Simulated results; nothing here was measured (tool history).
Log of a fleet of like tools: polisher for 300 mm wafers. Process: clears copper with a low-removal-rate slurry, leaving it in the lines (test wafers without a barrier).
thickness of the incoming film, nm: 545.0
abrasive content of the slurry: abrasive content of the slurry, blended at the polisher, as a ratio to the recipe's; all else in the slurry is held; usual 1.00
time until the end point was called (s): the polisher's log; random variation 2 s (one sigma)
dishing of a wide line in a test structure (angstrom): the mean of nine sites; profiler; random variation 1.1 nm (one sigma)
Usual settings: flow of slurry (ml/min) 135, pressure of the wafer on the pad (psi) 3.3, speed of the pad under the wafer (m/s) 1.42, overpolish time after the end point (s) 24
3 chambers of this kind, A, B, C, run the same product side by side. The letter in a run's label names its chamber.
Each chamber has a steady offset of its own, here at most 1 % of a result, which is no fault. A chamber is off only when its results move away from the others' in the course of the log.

run	day	flow of slurry (ml/min)	pressure of the wafer on the pad (psi)	speed of the pad under the wafer (m/s)	abrasive content of the slurry	overpolish time after the end point (s)	wafers polished on this pad	hours since the slurry nozzle was cleaned	hours since the head pressure was calibrated	hours since the slurry blender was calibrated	time until the end point was called (s)	dishing of a wide line in a test structure (angstrom)
1C	0.342	135	3.3	1.42	1.00	24	515	88.6	53.9	131.8	110.920	731.25
2B	0.625	135	3.3	1.42	1.00	24	332	135.7	520.6	140.0	109.360	726.46
3A	0.850	135	3.3	1.42	1.00	24	542	753.5	410.2	337.5	107.790	741.42
4B	1.021	135	3.3	1.42	1.00	24	383	145.2	530.1	149.5	112.130	735.00
5A	1.304	135	3.3	1.42	1.00	24	601	764.4	421.1	348.4	108.470	723.34
# day 1.488: chamber A: slurry nozzle cleaned
6C	1.646	135	3.3	1.42	1.00	24	685	119.9	85.2	163.1	112.270	737.67
# day 1.896: chamber A: slurry blender recalibrated
7A	1.921	135	3.3	1.42	1.00	24	681	10.5	435.9	0.6	107.780	738.57
# day 2.104: chamber A: worn pad replaced by a new one
# day 2.196: chamber C: slurry blender recalibrated
8C	2.225	135	3.3	1.42	1.00	24	760	133.8	99.1	0.7	113.560	730.83
# day 2.454: chamber C: worn pad replaced by a new one
9B	2.500	135	3.3	1.42	1.00	24	576	180.7	565.6	185.0	111.180	723.35
10C	2.742	135	3.3	1.42	1.00	24	37	146.2	111.5	13.1	113.200	719.06
11B	2.908	135	3.3	1.42	1.00	24	629	190.5	575.4	194.8	111.410	724.77
12A	3.196	135	4.2	1.42	1.25	24	142	41.1	466.5	31.2	82.864	926.01
13A	3.462	135	4.2	1.42	1.25	24	176	47.5	472.9	37.6	83.094	935.50
14B	3.817	135	4.2	1.42	1.25	24	747	212.3	597.2	216.6	79.375	910.03
15C	4.054	135	3.3	1.42	1.00	24	208	177.7	143.0	44.6	112.360	730.94
16A	4.217	135	3.3	1.42	1.00	24	274	65.6	491.0	55.7	108.680	722.93
17C	4.375	135	3.3	1.42	1.00	24	250	185.4	150.7	52.3	107.180	700.54
18B	4.608	135	3.3	1.42	0.70	29	850	231.3	616.2	235.6	119.870	814.06
19A	4.862	135	3.3	1.42	0.70	29	358	81.1	506.5	71.2	116.710	776.86
20C	5.217	135	3.3	1.42	0.70	29	359	205.6	170.9	72.5	116.540	775.98
# day 5.479: chamber B: worn pad replaced by a new one
21B	5.567	135	3.3	1.42	1.00	24	11	254.3	639.2	258.6	111.050	743.81
22A	5.754	135	3.3	1.42	1.00	24	474	102.5	527.9	92.6	110.940	741.41
23B	6.038	135	3.3	1.42	1.00	24	73	265.6	650.5	269.9	106.860	713.60
24C	6.246	135	3.3	1.42	1.00	24	493	230.3	195.6	97.2	113.840	719.50
25B	6.571	135	3.3	1.42	1.00	24	142	278.4	663.3	282.7	107.910	720.20
26A	6.850	135	3.3	1.42	1.00	24	617	128.8	554.2	118.9	108.360	707.03
27C	7.092	135	3.3	1.42	1.00	24	603	250.6	215.9	117.5	108.380	722.73
28B	7.271	135	3.3	1.42	1.00	24	233	295.2	680.1	299.5	109.610	741.42
29C	7.629	135	3.3	1.42	1.00	24	673	263.5	228.8	130.4	109.430	729.22

Is one chamber off against the others, does the gauge drift, or is nothing wrong? If a chamber is off, say which, and what the likeliest cause is.

No chamber stands off beyond its own small offset, and the gauge holds steady.
